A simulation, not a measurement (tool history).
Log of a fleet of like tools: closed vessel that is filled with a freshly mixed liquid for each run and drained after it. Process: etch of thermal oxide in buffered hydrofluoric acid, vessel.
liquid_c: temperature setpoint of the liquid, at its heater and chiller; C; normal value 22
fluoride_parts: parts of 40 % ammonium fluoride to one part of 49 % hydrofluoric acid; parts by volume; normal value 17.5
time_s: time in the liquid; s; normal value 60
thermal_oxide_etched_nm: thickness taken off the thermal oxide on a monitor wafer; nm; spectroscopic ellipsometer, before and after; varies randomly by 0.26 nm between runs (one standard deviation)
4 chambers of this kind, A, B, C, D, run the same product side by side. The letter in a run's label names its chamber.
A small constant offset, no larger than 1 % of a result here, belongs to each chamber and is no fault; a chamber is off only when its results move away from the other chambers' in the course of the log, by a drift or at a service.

run,hour,liquid_c,fluoride_parts,time_s,"read-back film thickness of the thermal oxide reference wafer, read on the same gauge (nm)",thermal_oxide_etched_nm
1B,4.9,22,17.5,60,69.964,36.500
2D,13.0,22,17.5,60,69.988,35.727
3C,18.9,22,17.5,60,69.987,36.941
4A,25.8,22,17.5,60,69.991,36.073
5B,33.3,22,17.5,60,70.022,36.273
6D,39.9,22,17.5,60,69.998,36.226
7A,47.9,22,17.5,60,69.952,36.329
8C,55.4,22,17.5,60,70.013,36.568
9B,63.5,22,17.5,60,70.019,36.264
10C,70.5,22,17.5,60,69.934,36.414
11D,74.4,22,17.5,60,70.035,36.163
12A,79.1,22,17.5,60,69.971,36.226
13A,84.6,22,17.5,60,70.014,36.069
14D,91.0,22,17.5,60,70.006,35.876
15B,95.4,22,17.5,60,70.020,36.328
16C,99.4,22,17.5,60,70.038,36.721
17D,107.2,22,17.5,60,69.998,35.850
18B,112.5,26,17.5,40,70.019,29.784
19C,120.1,26,17.5,40,70.043,30.313
# hour 123.8: chamber C: hydrofluoric acid flow meter replaced
20A,128.1,26,17.5,40,69.979,30.211
21C,135.7,26,17.5,40,70.000,30.309
22A,140.6,22,17.5,60,70.022,36.377
23D,145.8,22,17.5,60,69.988,34.973
24B,153.4,22,17.5,60,70.007,36.403
25B,159.8,22,17.5,60,70.014,36.653
26A,167.1,22,17.5,60,69.970,35.998
27D,172.1,22,17.5,60,70.004,35.103
28C,178.1,22,17.5,60,69.990,36.550
29A,184.9,22,17.5,60,70.006,36.222
30D,190.0,22,17.5,60,70.059,34.444
31B,197.3,22,17.5,60,70.040,36.345
32C,205.4,22,17.5,60,69.921,36.269
33B,211.2,22,17.5,60,69.971,36.497
34C,216.2,22,17.5,60,69.977,36.323
35A,224.5,22,17.5,75,69.991,45.180
36D,230.8,22,17.5,75,69.996,42.664
37C,235.5,22,17.5,75,70.029,45.929
38D,242.4,22,17.5,75,70.021,42.276
39A,247.0,22,17.5,60,69.987,36.786
40B,251.5,22,17.5,60,69.973,36.376
41D,258.1,22,17.5,60,70.018,33.618

Each of the 4 chambers runs these same settings next. Fill in every chamber's results:
42A,264.1,22,17.5,60,,?
42B,264.1,22,17.5,60,,?
42C,264.1,22,17.5,60,,?
42D,264.1,22,17.5,60,,?

run,thermal_oxide_etched_nm
42A,36.191
42B,36.604
42C,36.324
42D,33.519

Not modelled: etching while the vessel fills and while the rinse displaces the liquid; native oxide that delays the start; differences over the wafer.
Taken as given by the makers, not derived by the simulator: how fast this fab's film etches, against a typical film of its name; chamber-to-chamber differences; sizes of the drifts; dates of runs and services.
